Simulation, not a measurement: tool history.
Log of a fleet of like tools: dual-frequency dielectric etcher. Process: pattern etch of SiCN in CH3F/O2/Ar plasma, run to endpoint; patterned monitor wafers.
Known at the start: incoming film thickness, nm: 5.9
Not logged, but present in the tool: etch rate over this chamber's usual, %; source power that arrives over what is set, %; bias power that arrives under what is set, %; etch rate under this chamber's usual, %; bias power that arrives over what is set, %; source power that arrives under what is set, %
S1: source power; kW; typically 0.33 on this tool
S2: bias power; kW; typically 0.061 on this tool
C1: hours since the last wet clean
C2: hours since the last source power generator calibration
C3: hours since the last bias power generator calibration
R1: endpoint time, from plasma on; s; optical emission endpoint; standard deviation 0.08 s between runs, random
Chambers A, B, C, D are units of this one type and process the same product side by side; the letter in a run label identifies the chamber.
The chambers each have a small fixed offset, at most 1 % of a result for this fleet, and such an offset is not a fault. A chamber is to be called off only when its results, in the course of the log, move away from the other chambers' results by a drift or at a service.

run 1C hour=5.9 | S1=0.33 S2=0.061 | C1=341.9 C2=1537.4 C3=1611 | R1=17.793
run 2D hour=9.5 | S1=0.33 S2=0.061 | C1=127 C2=1429.1 C3=4402.7 | R1=17.937
run 3A hour=15.1 | S1=0.33 S2=0.061 | C1=230.1 C2=1318 C3=4066.4 | R1=17.951
run 4B hour=17.9 | S1=0.33 S2=0.061 | C1=93.7 C2=275.6 C3=19.8 | R1=18.108
run 5B hour=21.9 | S1=0.33 S2=0.061 | C1=97.7 C2=279.6 C3=23.8 | R1=18.211
run 6A hour=27.7 | S1=0.33 S2=0.061 | C1=242.7 C2=1330.6 C3=4079 | R1=17.816
run 7D hour=33.6 | S1=0.33 S2=0.061 | C1=151.1 C2=1453.2 C3=4426.8 | R1=17.926
run 8C hour=38.1 | S1=0.33 S2=0.061 | C1=374.1 C2=1569.6 C3=1643.2 | R1=17.796
run 9D hour=43.3 | S1=0.41 S2=0.056 | C1=160.8 C2=1462.9 C3=4436.5 | R1=16.877
run 10A hour=46.1 | S1=0.41 S2=0.056 | C1=261.1 C2=1349 C3=4097.4 | R1=16.839
run 11C hour=51.3 | S1=0.41 S2=0.056 | C1=387.3 C2=1582.8 C3=1656.4 | R1=16.751
run 12B hour=54.2 | S1=0.41 S2=0.056 | C1=130 C2=311.9 C3=56.1 | R1=17.003
run 13B hour=57.8 | S1=0.33 S2=0.061 | C1=133.6 C2=315.5 C3=59.7 | R1=18.016
run 14D hour=63.7 | S1=0.33 S2=0.073 | C1=181.2 C2=1483.3 C3=4456.9 | R1=16.774
run 15C hour=69 | S1=0.33 S2=0.073 | C1=405 C2=1600.5 C3=1674.1 | R1=16.656
run 16A hour=73.1 | S1=0.33 S2=0.073 | C1=288.1 C2=1376 C3=4124.4 | R1=16.821
run 17C hour=77.3 | S1=0.33 S2=0.073 | C1=413.3 C2=1608.8 C3=1682.4 | R1=16.607
run 18D hour=81.6 | S1=0.33 S2=0.061 | C1=199.1 C2=1501.2 C3=4474.8 | R1=17.859
run 19B hour=85.1 | S1=0.33 S2=0.061 | C1=160.9 C2=342.8 C3=87 | R1=17.925
-- hour=89.7 chamber C: wet clean of the chamber
run 20A hour=90.3 | S1=0.3 S2=0.061 | C1=305.3 C2=1393.2 C3=4141.6 | R1=18.508
run 21A hour=96 | S1=0.3 S2=0.061 | C1=311 C2=1398.9 C3=4147.3 | R1=18.538
run 22C hour=100.4 | S1=0.3 S2=0.061 | C1=10.8 C2=1631.9 C3=1705.5 | R1=17.829
run 23D hour=106.1 | S1=0.3 S2=0.061 | C1=223.6 C2=1525.7 C3=4499.3 | R1=18.49
run 24B hour=109.8 | S1=0.33 S2=0.061 | C1=185.6 C2=367.5 C3=111.7 | R1=18.098
run 25D hour=115.1 | S1=0.33 S2=0.061 | C1=232.6 C2=1534.7 C3=4508.3 | R1=17.788
run 26A hour=118 | S1=0.33 S2=0.061 | C1=333 C2=1420.9 C3=4169.3 | R1=17.944
run 27C hour=121 | S1=0.33 S2=0.061 | C1=31.4 C2=1652.5 C3=1726.1 | R1=17.293
run 28B hour=124.4 | S1=0.33 S2=0.061 | C1=200.2 C2=382.1 C3=126.3 | R1=18.229
run 29A hour=127.6 | S1=0.33 S2=0.061 | C1=342.6 C2=1430.5 C3=4178.9 | R1=17.954
run 30B hour=133.4 | S1=0.33 S2=0.061 | C1=209.2 C2=391.1 C3=135.3 | R1=18.096
run 31C hour=138.1 | S1=0.37 S2=0.053 | C1=48.5 C2=1669.6 C3=1743.2 | R1=17.375
run 32D hour=141.5 | S1=0.37 S2=0.053 | C1=259 C2=1561.1 C3=4534.7 | R1=18.015
run 33B hour=147.1 | S1=0.37 S2=0.053 | C1=222.9 C2=404.8 C3=149 | R1=18.103
run 34A hour=152.9 | S1=0.37 S2=0.053 | C1=367.9 C2=1455.8 C3=4204.2 | R1=17.94
run 35D hour=157.2 | S1=0.33 S2=0.061 | C1=274.7 C2=1576.8 C3=4550.4 | R1=17.876
run 36C hour=160.1 | S1=0.33 S2=0.061 | C1=70.5 C2=1691.6 C3=1765.2 | R1=17.455
run 37D hour=165.9 | S1=0.33 S2=0.061 | C1=283.4 C2=1585.5 C3=4559.1 | R1=18.011
run 38A hour=172 | S1=0.33 S2=0.05 | C1=387 C2=1474.9 C3=4223.3 | R1=19.138
run 39B hour=176.8 | S1=0.33 S2=0.05 | C1=252.6 C2=434.5 C3=178.7 | R1=19.306
run 40C hour=180.7 | S1=0.33 S2=0.05 | C1=91.1 C2=1712.2 C3=1785.8 | R1=18.693

For the next run the whole fleet of 4 chambers uses the same settings. Give each chamber's results:
run 41A hour=185.2 | S1=0.28 S2=0.061 | R1=?
run 41B hour=185.2 | S1=0.28 S2=0.061 | R1=?
run 41C hour=185.2 | S1=0.28 S2=0.061 | R1=?
run 41D hour=185.2 | S1=0.28 S2=0.061 | R1=?

run=41A R1=19.109
run=41B R1=19.25
run=41C R1=18.527
run=41D R1=19.092
